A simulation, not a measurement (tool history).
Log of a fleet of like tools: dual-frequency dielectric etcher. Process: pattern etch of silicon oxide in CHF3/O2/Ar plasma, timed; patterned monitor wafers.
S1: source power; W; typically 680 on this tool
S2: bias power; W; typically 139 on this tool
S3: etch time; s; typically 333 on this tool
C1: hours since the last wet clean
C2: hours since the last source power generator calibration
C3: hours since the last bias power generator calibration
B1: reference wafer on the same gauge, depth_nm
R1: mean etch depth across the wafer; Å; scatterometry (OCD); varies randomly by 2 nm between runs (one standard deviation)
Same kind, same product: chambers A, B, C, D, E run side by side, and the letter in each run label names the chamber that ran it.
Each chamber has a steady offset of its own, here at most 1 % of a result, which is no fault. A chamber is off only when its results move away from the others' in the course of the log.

{"run": "1E", "hour": 5.0, "S1": 680, "S2": 139, "S3": 333, "C1": 245.2, "C2": 1296.1, "C3": 1369.9, "B1": 567.16, "R1": 6297.9}
{"run": "2B", "hour": 13.1, "S1": 680, "S2": 139, "S3": 333, "C1": 312.6, "C2": 1654, "C3": 1488.3, "B1": 566.62, "R1": 6394.2}
{"run": "3D", "hour": 22.4, "S1": 680, "S2": 139, "S3": 333, "C1": 90.9, "C2": 2590.5, "C3": 360.3, "B1": 567.04, "R1": 6349.7}
{"run": "4A", "hour": 31.4, "S1": 680, "S2": 139, "S3": 333, "C1": 440, "C2": 1626.3, "C3": 2770.4, "B1": 567.32, "R1": 6372.9}
{"run": "5C", "hour": 38.3, "S1": 570, "S2": 139, "S3": 425.5, "C1": 154.8, "C2": 66.1, "C3": 1418.6, "B1": 566.98, "R1": 7550.7}
{"run": "6B", "hour": 43.9, "S1": 570, "S2": 139, "S3": 425.5, "C1": 343.4, "C2": 1684.8, "C3": 1519.1, "B1": 567.01, "R1": 7663}
{"run": "7A", "hour": 51.3, "S1": 570, "S2": 139, "S3": 425.5, "C1": 459.9, "C2": 1646.2, "C3": 2790.3, "B1": 567.2, "R1": 7591}
{"run": "8D", "hour": 57.9, "S1": 570, "S2": 139, "S3": 425.5, "C1": 126.4, "C2": 2626, "C3": 395.8, "B1": 567.47, "R1": 7614.5}
{"run": "9E", "hour": 64.8, "S1": 570, "S2": 139, "S3": 425.5, "C1": 305, "C2": 1355.9, "C3": 1429.7, "B1": 567.38, "R1": 7460.2}
{"run": "10C", "hour": 71.3, "S1": 680, "S2": 139, "S3": 333, "C1": 187.8, "C2": 99.1, "C3": 1451.6, "B1": 566.93, "R1": 6353.3}
{"hour": 74.8, "done": "chamber A: wet clean of the chamber"}
{"run": "11A", "hour": 78.6, "S1": 680, "S2": 139, "S3": 333, "C1": 3.9, "C2": 1673.5, "C3": 2817.6, "B1": 567.31, "R1": 6369.6}
{"run": "12B", "hour": 85.4, "S1": 680, "S2": 139, "S3": 333, "C1": 384.9, "C2": 1726.3, "C3": 1560.6, "B1": 566.91, "R1": 6389}
{"run": "13E", "hour": 93.2, "S1": 680, "S2": 139, "S3": 333, "C1": 333.4, "C2": 1384.3, "C3": 1458.1, "B1": 566.87, "R1": 6266.5}
{"run": "14C", "hour": 102.9, "S1": 680, "S2": 139, "S3": 333, "C1": 219.4, "C2": 130.7, "C3": 1483.2, "B1": 567.22, "R1": 6347.9}
{"run": "15D", "hour": 109.6, "S1": 680, "S2": 139, "S3": 333, "C1": 178.1, "C2": 2677.7, "C3": 447.5, "B1": 567.22, "R1": 6366.5}
{"run": "16B", "hour": 119.8, "S1": 760, "S2": 139, "S3": 418, "C1": 419.3, "C2": 1760.7, "C3": 1595, "B1": 566.78, "R1": 8369.5}
{"run": "17D", "hour": 129.9, "S1": 760, "S2": 139, "S3": 418, "C1": 198.4, "C2": 2698, "C3": 467.8, "B1": 566.96, "R1": 8320.7}
{"run": "18A", "hour": 137.7, "S1": 760, "S2": 139, "S3": 418, "C1": 63, "C2": 1732.6, "C3": 2876.7, "B1": 567.25, "R1": 8288.4}
{"hour": 146.0, "done": "chamber B: source power generator calibrated"}
{"run": "19E", "hour": 147.9, "S1": 760, "S2": 139, "S3": 418, "C1": 388.1, "C2": 1439, "C3": 1512.8, "B1": 566.77, "R1": 8106.6}
{"run": "20C", "hour": 154.8, "S1": 760, "S2": 139, "S3": 418, "C1": 271.3, "C2": 182.6, "C3": 1535.1, "B1": 566.79, "R1": 8274}
{"run": "21B", "hour": 161.1, "S1": 680, "S2": 139, "S3": 333, "C1": 460.6, "C2": 15.1, "C3": 1636.3, "B1": 566.86, "R1": 6379.8}
{"run": "22E", "hour": 171.2, "S1": 680, "S2": 139, "S3": 333, "C1": 411.4, "C2": 1462.3, "C3": 1536.1, "B1": 567.21, "R1": 6183.2}
{"run": "23D", "hour": 178.0, "S1": 680, "S2": 139, "S3": 333, "C1": 246.5, "C2": 2746.1, "C3": 515.9, "B1": 567.26, "R1": 6352.5}
{"run": "24C", "hour": 184.1, "S1": 680, "S2": 139, "S3": 333, "C1": 300.6, "C2": 211.9, "C3": 1564.4, "B1": 567.17, "R1": 6314.4}
{"run": "25A", "hour": 189.9, "S1": 560, "S2": 139, "S3": 333, "C1": 115.2, "C2": 1784.8, "C3": 2928.9, "B1": 567.13, "R1": 5896.2}
{"hour": 194.6, "done": "chamber B: wet clean of the chamber"}
{"run": "26D", "hour": 197.0, "S1": 560, "S2": 139, "S3": 333, "C1": 265.5, "C2": 2765.1, "C3": 534.9, "B1": 566.71, "R1": 5924.8}
{"run": "27B", "hour": 204.6, "S1": 560, "S2": 139, "S3": 333, "C1": 10, "C2": 58.6, "C3": 1679.8, "B1": 566.4, "R1": 5911.6}
{"run": "28E", "hour": 212.9, "S1": 560, "S2": 139, "S3": 333, "C1": 453.1, "C2": 1504, "C3": 1577.8, "B1": 566.99, "R1": 5694.7}
{"run": "29C", "hour": 219.6, "S1": 560, "S2": 139, "S3": 333, "C1": 336.1, "C2": 247.4, "C3": 1599.9, "B1": 566.83, "R1": 5880.2}
{"run": "30A", "hour": 228.1, "S1": 680, "S2": 139, "S3": 333, "C1": 153.4, "C2": 1823, "C3": 2967.1, "B1": 567.36, "R1": 6355}

Read the log: is a single chamber off, either drifting away or since a service, is the gauge that measures every chamber drifting, or is nothing wrong beyond small per-chamber offsets? Name any odd chamber and what most likely caused it.

Chamber E drifts away from the others.
Most likely cause: etch rate under this chamber's usual, % = 3.22.

Chamber E could run next with any of the 4 candidate recipes listed below; each alters the usual settings, and their results appear as question marks. Which one brings its results back in line with what the other chambers deliver on the usual settings?
Counts as in line when no further than this from what the other chambers average on the usual settings: R1 70 Å
{"run": "31E-1", "hour": 235.4, "S1": 670, "S2": 139, "S3": 321.5, "R1": "?"}
{"run": "31E-2", "hour": 235.4, "S1": 680, "S2": 179, "S3": 333, "R1": "?"}
{"run": "31E-3", "hour": 235.4, "S1": 720, "S2": 146, "S3": 333, "R1": "?"}
{"run": "31E-4", "hour": 235.4, "S1": 670, "S2": 137, "S3": 309.5, "R1": "?"}

Other chambers, usual settings, mean: R1 6353.2 Å
run=31E-1 R1=5866.2
run=31E-2 R1=6641.1
run=31E-3 R1=6350.6
run=31E-4 R1=5621.1
It is 31E-3 that realigns the chamber with its peers.
